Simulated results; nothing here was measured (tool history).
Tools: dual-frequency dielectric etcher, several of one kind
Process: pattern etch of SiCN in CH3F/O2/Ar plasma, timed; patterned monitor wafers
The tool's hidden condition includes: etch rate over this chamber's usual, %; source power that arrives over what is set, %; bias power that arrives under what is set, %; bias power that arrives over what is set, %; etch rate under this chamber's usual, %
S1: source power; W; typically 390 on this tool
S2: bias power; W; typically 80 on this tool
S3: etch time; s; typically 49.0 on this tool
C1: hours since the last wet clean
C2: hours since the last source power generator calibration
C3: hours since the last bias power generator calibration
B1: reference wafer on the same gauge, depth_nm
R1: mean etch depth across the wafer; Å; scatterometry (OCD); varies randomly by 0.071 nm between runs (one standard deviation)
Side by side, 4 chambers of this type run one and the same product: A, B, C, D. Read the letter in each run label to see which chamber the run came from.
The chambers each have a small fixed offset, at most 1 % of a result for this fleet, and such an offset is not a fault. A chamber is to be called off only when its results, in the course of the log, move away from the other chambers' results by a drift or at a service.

| run | hour | S1 | S2 | S3 | C1 | C2 | C3 | B1 | R1 |
|---|---|---|---|---|---|---|---|---|---|
| 1B | 4.2 | 390 | 80 | 49.0 | 125.0 | 2519.6 | 1290.8 | 18.819 | 189.68 |
| 2A | 8.7 | 390 | 80 | 49.0 | 40.4 | 1437.6 | 293.2 | 18.803 | 189.32 |
| 3D | 11.4 | 390 | 80 | 49.0 | 121.7 | 1490.8 | 3368.3 | 18.792 | 188.64 |
| 4C | 14.1 | 390 | 80 | 49.0 | 134.0 | 3024.0 | 982.8 | 18.791 | 187.91 |
| 5C | 16.5 | 390 | 80 | 49.0 | 136.4 | 3026.4 | 985.2 | 18.793 | 189.78 |
| 6A | 20.3 | 390 | 80 | 49.0 | 52.0 | 1449.2 | 304.8 | 18.805 | 189.86 |
| 7B | 25.5 | 330 | 80 | 39.5 | 146.3 | 2540.9 | 1312.1 | 18.803 | 145.01 |
| 8D | 28.3 | 330 | 80 | 39.5 | 138.6 | 1507.7 | 3385.2 | 18.802 | 143.41 |
| 9D | 33.6 | 330 | 80 | 39.5 | 143.9 | 1513.0 | 3390.5 | 18.813 | 142.99 |
| 10A | 38.7 | 330 | 80 | 39.5 | 70.4 | 1467.6 | 323.2 | 18.809 | 143.44 |
| 11C | 41.1 | 390 | 80 | 49.0 | 161.0 | 3051.0 | 1009.8 | 18.799 | 188.67 |
| 12B | 45.7 | 390 | 67 | 43.5 | 166.5 | 2561.1 | 1332.3 | 18.797 | 157.75 |
| 13B | 50.1 | 390 | 67 | 43.5 | 170.9 | 2565.5 | 1336.7 | 18.784 | 157.54 |
| 14A | 54.3 | 390 | 67 | 43.5 | 86.0 | 1483.2 | 338.8 | 18.788 | 158.98 |
| 15D | 59.1 | 390 | 67 | 43.5 | 169.4 | 1538.5 | 3416.0 | 18.792 | 155.77 |
| 16C | 61.7 | 390 | 80 | 49.0 | 181.6 | 3071.6 | 1030.4 | 18.808 | 189.29 |
| 17B | 65.9 | 390 | 80 | 49.0 | 186.7 | 2581.3 | 1352.5 | 18.808 | 189.92 |
| 18C | 69.6 | 390 | 91 | 62.5 | 189.5 | 3079.5 | 1038.3 | 18.805 | 252.46 |
| 19D | 73.7 | 390 | 91 | 62.5 | 184.0 | 1553.1 | 3430.6 | 18.802 | 248.57 |
| 20A | 77.4 | 390 | 91 | 62.5 | 109.1 | 1506.3 | 361.9 | 18.797 | 254.27 |
| 21B | 82.3 | 390 | 91 | 62.5 | 203.1 | 2597.7 | 1368.9 | 18.813 | 255.29 |
| 22A | 86.4 | 390 | 80 | 49.0 | 118.1 | 1515.3 | 370.9 | 18.801 | 188.94 |
| 23D | 89.2 | 390 | 80 | 49.0 | 199.5 | 1568.6 | 3446.1 | 18.802 | 185.20 |
| 24C | 91.6 | 390 | 80 | 49.0 | 211.5 | 3101.5 | 1060.3 | 18.799 | 188.72 |
| 25B | 94.3 | 390 | 80 | 49.0 | 215.1 | 2609.7 | 1380.9 | 18.794 | 189.85 |
| 26A | 97.1 | 390 | 80 | 49.0 | 128.8 | 1526.0 | 381.6 | 18.811 | 189.60 |
| 27D | 101.4 | 390 | 80 | 49.0 | 211.7 | 1580.8 | 3458.3 | 18.789 | 183.14 |
| 28C | 104.7 | 390 | 80 | 49.0 | 224.6 | 3114.6 | 1073.4 | 18.819 | 188.39 |
| 29D | 109.0 | 390 | 80 | 49.0 | 219.3 | 1588.4 | 3465.9 | 18.796 | 183.39 |
| 30A | 114.1 | 390 | 80 | 49.0 | 145.8 | 1543.0 | 398.6 | 18.790 | 188.56 |
| 31C | 117.7 | 390 | 92 | 38.5 | 237.6 | 3127.6 | 1086.4 | 18.793 | 156.73 |
| 32B | 123.0 | 390 | 92 | 38.5 | 243.8 | 2638.4 | 1409.6 | 18.806 | 158.92 |
| 33C | 127.4 | 390 | 92 | 38.5 | 247.3 | 3137.3 | 1096.1 | 18.793 | 156.55 |

Is one chamber off against the others, does the gauge drift, or is nothing wrong? If a chamber is off, say which, and what the likeliest cause is.

Chamber D drifts away from the others.
Cause: etch rate under this chamber's usual, % = 4.13.

Below are 4 candidate recipes for chamber D's next run, each the usual settings with a change, their results shown as question marks. Which of them brings D's results back in line with what the other chambers give on the usual settings?
In-line tolerance around the mean of the other chambers on the usual settings: R1 2.50 Å
| 34D-1 | 131.2 | 390 | 79 | 47.0 |  |  |  |  | ? |
| 34D-2 | 131.2 | 390 | 85 | 49.0 |  |  |  |  | ? |
| 34D-3 | 131.2 | 390 | 80 | 48.0 |  |  |  |  | ? |
| 34D-4 | 131.2 | 420 | 85 | 49.0 |  |  |  |  | ? |

What the other chambers average on the usual settings: R1 189.48 Å
| run | R1 |
|---|---|
| 34D-1 | 172.64 |
| 34D-2 | 184.90 |
| 34D-3 | 177.12 |
| 34D-4 | 190.12 |
The right change is 34D-4: it brings the chamber back within the allowed miss of the others.

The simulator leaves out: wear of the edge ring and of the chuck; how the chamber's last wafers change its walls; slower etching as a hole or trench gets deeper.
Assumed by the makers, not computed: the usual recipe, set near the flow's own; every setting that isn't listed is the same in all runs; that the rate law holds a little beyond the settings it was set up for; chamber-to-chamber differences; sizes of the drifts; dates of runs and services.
